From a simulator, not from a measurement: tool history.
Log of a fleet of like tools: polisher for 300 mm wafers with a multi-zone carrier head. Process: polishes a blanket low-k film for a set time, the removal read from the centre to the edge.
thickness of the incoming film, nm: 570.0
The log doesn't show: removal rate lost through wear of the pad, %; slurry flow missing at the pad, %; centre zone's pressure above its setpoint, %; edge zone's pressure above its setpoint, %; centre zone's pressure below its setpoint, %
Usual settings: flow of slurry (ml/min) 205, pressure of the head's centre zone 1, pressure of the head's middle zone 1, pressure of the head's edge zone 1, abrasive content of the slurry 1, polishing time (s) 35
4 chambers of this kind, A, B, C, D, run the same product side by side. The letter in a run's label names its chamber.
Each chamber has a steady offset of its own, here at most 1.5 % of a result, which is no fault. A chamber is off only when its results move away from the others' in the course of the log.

run,hour,flow of slurry (ml/min),pressure of the head's centre zone,pressure of the head's middle zone,pressure of the head's edge zone,abrasive content of the slurry,polishing time (s),wafers polished on this pad,hours since the slurry nozzle was cleaned,hours since the centre zone pressure was calibrated,hours since the edge zone pressure was calibrated,film removed at the wafer's centre (angstrom),film removed at mid-radius (angstrom),film removed at the wafer's edge (angstrom)
# hour 3.1: chamber A: worn pad replaced by a new one
1B,7,205,1,1,1,1,35,1141,204.1,1098.6,920.1,147.56,145.06,147.63
# hour 11: chamber A: slurry nozzle cleaned
2D,16.3,205,1,1,1,1,35,207,57.2,377.4,1207,149.36,144.82,145.58
3A,25.7,205,1,1,1,1,35,258,14.8,38.2,132.7,145.52,149.46,146.36
# hour 26.7: chamber B: worn pad replaced by a new one
4C,30.1,205,1,1,1,1,35,647,42.3,1133.1,625.8,145.78,145.83,148.4
5C,37.2,205,1,1,1,1,35,728,49.4,1140.2,632.9,148.22,144.95,147.03
6B,42.9,205,1,1,1,1,35,185,240,1134.5,956,145.89,147.4,146.87
7D,52.2,205,1,1,1,1,35,617,93.1,413.3,1242.9,148.15,145.29,145.71
# hour 55.4: chamber C: worn pad replaced by a new one
# hour 58.1: chamber D: worn pad replaced by a new one
8A,58.4,205,1,1,1,1,35,632,47.5,70.9,165.4,146.51,148.53,146.19
9A,63.6,205,1,1,1,1,35,692,52.7,76.1,170.6,145.5,149.78,146.61
10C,72,205,1,1,1,1,35,190,84.2,1175,667.7,146.6,145.08,148.25
11B,81.6,205,1.09,1,1,0.8,35,628,278.7,1173.2,994.7,145.92,131.02,131.02
12D,87,205,1.09,1,1,0.8,35,330,127.9,448.1,1277.7,147.91,129.06,129.88
13A,93.1,205,1.09,1,1,0.8,35,1029,82.2,105.6,200.1,143.63,133.96,131.99
14C,100.3,205,1.09,1,1,0.8,35,513,112.5,1203.3,696,145.74,129.38,133.71
# hour 103.4: chamber A: worn pad replaced by a new one
15B,109.2,205,1,1,1,1,35,943,306.3,1200.8,1022.3,143.9,147.75,144.24
# hour 116.1: chamber D: worn pad replaced by a new one
16D,117.6,205,1,1,1,1,35,17,158.5,478.7,1308.3,149.81,147.12,145.73
# hour 119.1: chamber C: centre zone pressure recalibrated
# hour 121.2: chamber B: worn pad replaced by a new one
# hour 124.5: chamber B: edge zone pressure recalibrated
17A,125.4,205,1,1,0.94,1.1,35,252,114.5,137.9,232.4,153.8,154.19,148.69
18C,135.2,205,1,1,0.94,1.1,35,912,147.4,16.2,730.9,140.27,151.92,148.99
# hour 139.1: chamber C: worn pad replaced by a new one
19B,142.4,205,1,1,0.94,1.1,35,242,339.5,1234,18,154.81,152.37,147.67
# hour 150.3: chamber D: edge zone pressure recalibrated
20D,151.1,205,1,1,0.94,1.1,35,400,192,512.2,0.9,157.08,152.15,146.62
21D,158.9,205,1,1,1,1,35,489,199.8,520,8.7,150.06,147.82,146.77
22A,165.3,205,1,1,1,1,35,708,154.4,177.8,272.3,145.41,147.62,146.3
23B,169.5,205,1,1,1,1,35,552,366.6,1261.1,45.1,146.19,146.22,144.98
# hour 172.2: chamber D: worn pad replaced by a new one
24C,174.1,205,1,1.05,1,1,35,401,186.3,55.1,769.8,134.79,155.03,147.67
25D,179.3,205,1,1.05,1,1,35,81,220.2,540.4,29.1,146.57,152.93,146.88
26C,186.4,205,1,1.05,1,1,35,541,198.6,67.4,782.1,136.36,150.53,146.62
27B,192.6,205,1,1.05,1,1,35,816,389.7,1284.2,68.2,147.3,151.24,145.39
# hour 197.2: chamber A: worn pad replaced by a new one
28A,202.1,205,1,1,1,1,35,56,191.2,214.6,309.1,145.66,148.1,146.87
29C,209.9,205,1,1,1,1,35,810,222.1,90.9,805.6,133.29,144.85,146.11
# hour 215: chamber B: worn pad replaced by a new one
30B,217.8,205,1,1,1,1,35,32,414.9,1309.4,93.4,146.83,145.84,147.88
# hour 224.1: chamber C: worn pad replaced by a new one
31A,224.5,205,1,1,1,1,35,312,213.6,237,331.5,146.31,146.08,146.99
32D,229.8,205,1,1,1,1,35,659,270.7,590.9,79.6,150.59,147.13,145.07
33C,239.2,205,1,1,1,1,35,173,251.4,120.2,834.9,135.4,148.07,147.86
# hour 242: chamber D: worn pad replaced by a new one
34B,247.6,205,1,1,1,1,35,373,444.7,1339.2,123.2,147.8,145.41,147.64
35A,252.2,205,1,1,1,1,35,628,241.3,264.7,359.2,146.17,147.12,147.08
36D,261.6,205,1,1.11,1,0.75,35,224,302.5,622.7,111.4,128.6,140.48,124.84
37A,268.9,205,1,1.11,1,0.75,35,819,258,281.4,375.9,127.62,142.24,126.5
38B,277,205,1,1.11,1,0.75,35,709,474.1,1368.6,152.6,126.77,138.52,126.53
39C,285.5,205,1,1.11,1,0.75,35,702,297.7,166.5,881.2,114.62,140.46,127.56
# hour 286.3: chamber B: centre zone pressure recalibrated
40D,293.5,205,1,1,1,1,35,589,334.4,654.6,143.3,149.41,147.17,144.42
# hour 299.9: chamber D: worn pad replaced by a new one
41B,303,205,1,1,1,1,35,1006,500.1,16.7,178.6,147.06,145.23,146.8
# hour 303.3: chamber C: worn pad replaced by a new one
42D,312,205,1,1,1,1,35,138,352.9,673.1,161.8,144.85,145.97,145.97
43C,316.7,205,1,1,1,1,35,153,328.9,197.7,912.4,137.96,148.1,148.43

Next, every chamber runs the same settings. What will each give?
44A,323.7,235,1,1,1,1,35,,,,,?,?,?
44B,323.7,235,1,1,1,1,35,,,,,?,?,?
44C,323.7,235,1,1,1,1,35,,,,,?,?,?
44D,323.7,235,1,1,1,1,35,,,,,?,?,?

run,film removed at the wafer's centre (angstrom),film removed at mid-radius (angstrom),film removed at the wafer's edge (angstrom)
44A,150.6,152.04,147.99
44B,149.36,148.79,148.15
44C,137.91,150.39,151.01
44D,150.12,150.38,147.89
